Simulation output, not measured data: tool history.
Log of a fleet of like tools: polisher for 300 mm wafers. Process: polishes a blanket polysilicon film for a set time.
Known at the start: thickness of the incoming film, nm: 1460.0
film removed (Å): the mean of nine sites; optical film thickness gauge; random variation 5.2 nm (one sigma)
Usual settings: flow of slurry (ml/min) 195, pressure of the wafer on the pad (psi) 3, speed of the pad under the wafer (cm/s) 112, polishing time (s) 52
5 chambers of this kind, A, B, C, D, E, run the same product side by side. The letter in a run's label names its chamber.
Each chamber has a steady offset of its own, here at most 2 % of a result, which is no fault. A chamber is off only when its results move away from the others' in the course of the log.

run,day,flow of slurry (ml/min),pressure of the wafer on the pad (psi),speed of the pad under the wafer (cm/s),polishing time (s),film removed (Å)
# day 0.217: chamber A: worn pad replaced by a new one
# day 0.217: chamber E: worn pad replaced by a new one
1A,0.4,195,3,112,52,4514.7
2E,0.725,195,3,112,52,4494.9
3D,1.158,195,3,112,52,4585.1
4C,1.571,195,3,112,52,4604.6
5B,1.788,195,3,112,52,4584.6
# day 2.012: chamber D: worn pad replaced by a new one
6E,2.088,195,3,112,52,4606
7A,2.438,195,3,112,52,4436.3
# day 2.658: chamber B: slurry nozzle cleaned
8D,2.667,195,3,112,52,4524.8
9B,2.938,195,3,112,52,4627.8
# day 3.096: chamber A: slurry nozzle cleaned
10C,3.379,195,3,112,52,4659.4
11B,3.812,195,3,112,52,4672.8
# day 3.829: chamber E: worn pad replaced by a new one
# day 3.933: chamber B: worn pad replaced by a new one
12C,4.088,195,3,112,66,5931.9
13D,4.542,195,3,112,66,5780.5
# day 4.675: chamber A: worn pad replaced by a new one
# day 4.675: chamber D: worn pad replaced by a new one
14E,4.875,195,3,112,66,5637.2
# day 5.108: chamber C: slurry nozzle cleaned
15A,5.15,195,3,112,66,5713.1
16A,5.533,195,3,112,66,5684.7
17D,5.833,195,3,112,52,4522.8
18E,6.217,195,3,112,52,4431.7
# day 6.4: chamber D: slurry nozzle cleaned
19C,6.483,195,3,112,52,4402.7
20B,6.942,195,3,112,52,4629.3
# day 7.233: chamber D: worn pad replaced by a new one
21E,7.242,195,3,112,52,4567.5
# day 7.35: chamber B: worn pad replaced by a new one
# day 7.371: chamber E: worn pad replaced by a new one
22C,7.592,195,3,112,52,4439
23B,7.862,195,3,112,52,4643.9
24D,8.158,195,3,112,52,4613.8
25A,8.646,195,3,112,52,4423.5
26C,9.088,195,3,112,52,4356.2
27A,9.321,195,3,112,52,4408.1
28B,9.579,195,3,112,52,4489.4
# day 9.662: chamber E: slurry nozzle cleaned
# day 9.8: chamber A: worn pad replaced by a new one
29D,10.017,195,3,112,52,4482.4
# day 10.079: chamber D: worn pad replaced by a new one
30E,10.388,195,3,112,52,4470.4
# day 10.583: chamber C: head pressure recalibrated
31B,10.638,195,3,112,52,4596.6
# day 10.821: chamber A: slurry nozzle cleaned
# day 11.104: chamber E: worn pad replaced by a new one
32E,11.121,195,3,112,52,4514.1
33C,11.479,195,3,112,52,4149
34D,11.829,195,3,112,52,4528.8
35A,12.2,195,3,112,52,4414
36C,12.554,195,3,112,52,4152.4
37A,12.85,160,3.5,112,52,5186.6

Is one chamber off against the others, does the gauge drift, or is nothing wrong? If a chamber is off, say which, and what the likeliest cause is.

Chamber C drifts away from the others.
Cause: removal rate lost through wear of the pad, % = 10.7.

Here are 4 candidates for chamber C's next run, each the usual settings with a change, their results left as question marks. Which one brings its results back in line with what the others give on the usual settings?
In line means no further than this from the other chambers' mean on the usual settings: film removed (Å) 180
38C-1,13.204,195,2.8,102,52,?
38C-2,13.204,195,3,102,52,?
38C-3,13.204,195,3.1,118,52,?
38C-4,13.204,195,3,132,52,?

The other chambers' mean on the usual settings: film removed (Å) 4537.9
run,film removed (Å)
38C-1,3506.9
38C-2,3755.1
38C-3,4496.8
38C-4,4876
38C-3 brings the chamber back in line.
